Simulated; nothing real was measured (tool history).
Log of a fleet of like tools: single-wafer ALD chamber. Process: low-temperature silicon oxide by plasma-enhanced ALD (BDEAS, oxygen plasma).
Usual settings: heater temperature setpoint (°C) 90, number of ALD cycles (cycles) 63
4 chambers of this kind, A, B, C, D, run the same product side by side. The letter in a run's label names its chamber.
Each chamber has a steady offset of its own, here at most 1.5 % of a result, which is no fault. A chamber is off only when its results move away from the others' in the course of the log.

run,hour,heater temperature setpoint (°C),number of ALD cycles (cycles),"read-back reference wafer on the same gauge, thickness_nm",mean film thickness on the monitor wafer (nm)
1B,11,90,63,8.1069,9.2457
2A,17,90,63,8.1187,9.228
3D,25.1,90,63,8.1116,9.2654
4C,33.5,90,63,8.1079,9.421
5C,43.5,90,63,8.1133,9.4172
6A,51,90,63,8.1084,9.2508
7B,57.1,90,63,8.1145,9.2486
8D,66.2,90,63,8.1107,9.3041
9C,71.2,83,71,8.1039,10.863
10B,81.9,83,71,8.1106,10.664
11D,90.7,83,71,8.1071,10.755
12A,101.4,83,71,8.1182,10.722
13B,111.4,90,63,8.1011,9.2746
14D,116.6,90,63,8.112,9.3952
# hour 122.4: chamber D: thermocouple changed; heater temperature recalibrated
15C,126.7,90,63,8.1041,9.383
16A,135.1,99,56,8.1141,7.9152
17D,140.9,99,56,8.1088,8.014
18B,151.1,99,56,8.1087,7.917
19C,159.7,99,56,8.1088,8.0878
20A,167.1,90,63,8.1132,9.2832
21D,178.3,90,63,8.1128,9.3472
22B,188.4,90,63,8.1102,9.2218
23C,198.8,90,63,8.1076,9.3612
24A,204,90,63,8.114,9.2687
25D,210.4,90,63,8.1125,9.3662
26C,220.2,99,75,8.1058,10.818
27B,228.2,99,75,8.111,10.629
28A,234.5,99,75,8.1065,10.638
29D,242.7,99,75,8.1032,10.806
30A,250.9,90,63,8.112,9.2489
31C,260.6,90,63,8.1112,9.3548
32B,265.6,90,63,8.1099,9.1849
33B,273.5,90,63,8.1091,9.1711
34C,284.4,90,63,8.1112,9.4216
35A,294.6,90,63,8.1088,9.239
36D,300.7,90,63,8.1112,9.3591
37B,306.8,90,63,8.1082,9.1756
38C,315.8,90,63,8.1067,9.4304
39D,324.5,90,63,8.1153,9.3742
40A,332.9,90,63,8.1073,9.1793

Next, every chamber runs the same settings. What will each give?
41A,341.1,90,63,,?
41B,341.1,90,63,,?
41C,341.1,90,63,,?
41D,341.1,90,63,,?

run,mean film thickness on the monitor wafer (nm)
41A,9.3044
41B,9.2388
41C,9.318
41D,9.3254

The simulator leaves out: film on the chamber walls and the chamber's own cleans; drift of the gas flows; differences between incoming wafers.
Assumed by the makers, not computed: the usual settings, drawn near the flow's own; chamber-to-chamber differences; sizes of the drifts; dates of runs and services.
